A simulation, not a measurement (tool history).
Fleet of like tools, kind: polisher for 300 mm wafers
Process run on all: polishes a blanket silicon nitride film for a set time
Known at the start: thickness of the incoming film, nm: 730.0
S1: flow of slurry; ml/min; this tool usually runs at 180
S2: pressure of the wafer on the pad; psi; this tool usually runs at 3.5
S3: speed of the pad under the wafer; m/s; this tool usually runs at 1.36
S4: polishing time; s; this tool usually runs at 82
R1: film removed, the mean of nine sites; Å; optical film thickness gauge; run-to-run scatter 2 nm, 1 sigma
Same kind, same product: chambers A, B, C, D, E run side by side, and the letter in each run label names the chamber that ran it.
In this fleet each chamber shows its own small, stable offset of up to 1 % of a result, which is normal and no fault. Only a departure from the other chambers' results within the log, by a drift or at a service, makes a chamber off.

run   hour   S1   S2    S3  S4      R1
       3.2  -- chamber C: worn pad replaced by a new one
 1B    3.5  180  3.5  1.36  82  1772.2
      10.2  -- chamber D: worn pad replaced by a new one
 2C   10.9  180  3.5  1.36  82  1803.9
 3A   16.7  180  3.5  1.36  82  1792.7
      18.1  -- chamber B: worn pad replaced by a new one
 4D   20.9  180  3.5  1.36  82  1787.1
 5E   24.5  180  3.5  1.36  82  1795.8
 6E   30.1  180  3.5  1.36  82  1799.3
 7A     37  180  3.5  1.36  82  1772.8
 8C   40.9  180  3.5  1.36  82  1789.7
 9B   47.4  180  3.5  1.36  82  1751.8
10D   52.8  180  3.5  1.36  82  1818.9
11C   58.6  180  3.5  1.36  82  1806.1
        59  -- chamber B: worn pad replaced by a new one
12B   63.2  180  3.5  1.36  82    1786
      63.9  -- chamber A: slurry nozzle cleaned
      64.5  -- chamber E: worn pad replaced by a new one
13A   70.9  180  3.5  1.36  82  1804.2
      72.4  -- chamber C: worn pad replaced by a new one
14D   78.2  180  3.5  1.36  82  1808.5
15E   82.5  180  3.5  1.36  82  1794.2
16E   88.2  180  3.5  1.36  82  1799.5
17B   93.1  180  3.5  1.54  82  1964.7
18D   97.5  180  3.5  1.54  82  2024.3
     100.9  -- chamber B: worn pad replaced by a new one
     101.2  -- chamber A: worn pad replaced by a new one
19C  103.6  180  3.5  1.54  82  2000.7
20A  110.6  180  3.5  1.54  82  1949.4
     112.7  -- chamber E: slurry nozzle cleaned
21C  114.1  180  3.5  1.54  82  1971.2
     120.2  -- chamber D: head pressure recalibrated
22D  121.3  180  3.5  1.36  82  1606.5
     127.1  -- chamber D: worn pad replaced by a new one
23E  128.4  180  3.5  1.36  82  1793.5
24B  134.3  130  3.5  1.36  55  1118.9
     135.1  -- chamber E: worn pad replaced by a new one
25A  142.2  130  3.5  1.36  55  1132.8
26C  147.1  130  3.5  1.36  55  1138.9
     148.9  -- chamber B: worn pad replaced by a new one
     150.6  -- chamber C: worn pad replaced by a new one
27D  152.3  130  3.5  1.36  55  1029.6
28A  157.2  130  3.5  1.36  55  1137.2
     161.1  -- chamber A: head pressure recalibrated
     163.7  -- chamber B: head pressure recalibrated
29E  164.3  180  3.5  1.36  82  1818.2
30B  167.7  180  3.5  1.36  82  1798.4
31C  172.2  180  3.5  1.36  82  1785.6
32D  176.2  180  3.5  1.36  82    1587
33E  180.3  180  3.5  1.36  82  1764.3
34A  185.5  160  3.5  1.36  82  1755.1
35B  189.1  160  3.5  1.36  82  1782.5
     191.7  -- chamber B: worn pad replaced by a new one
36E  195.6  160  3.5  1.36  82  1802.5
       199  -- chamber E: worn pad replaced by a new one
37A  200.6  160  3.5  1.36  82  1758.5
38D  204.6  160  3.5  1.36  82    1585
39C  208.6  180  3.5  1.36  82    1804
40B  213.2  180  3.5  1.36  82  1806.6
41E  217.6  180  3.5  1.36  82  1791.8
     218.6  -- chamber C: worn pad replaced by a new one
42C  222.2  180  4.4  1.36  82    2270

Is one chamber off against the others, does the gauge drift, or is nothing wrong? If a chamber is off, say which, and what the likeliest cause is.

A service left chamber D off against the others.
Likeliest cause: head's pressure below its setpoint, % = 10.5.

Below are 4 candidate recipes for chamber D's next run, each the usual settings with a change, their results shown as question marks. Which of them brings D's results back in line with what the other chambers give on the usual settings?
In-line tolerance around the mean of the other chambers on the usual settings: R1 69 Å
43D-1  227.9  180  3.5  1.36  85   ?
43D-2  227.9  180  3.3  1.28  82   ?
43D-3  227.9  180  3.5  1.34  81   ?
43D-4  227.9  180  3.5  1.42  87   ?

Other chambers, usual settings, mean: R1 1800.4 Å
  run      R1
43D-1  1675.5
43D-2  1451.2
43D-3  1577.6
43D-4  1775.9
43D-4 is the one that brings the chamber's results back in line with the other chambers.

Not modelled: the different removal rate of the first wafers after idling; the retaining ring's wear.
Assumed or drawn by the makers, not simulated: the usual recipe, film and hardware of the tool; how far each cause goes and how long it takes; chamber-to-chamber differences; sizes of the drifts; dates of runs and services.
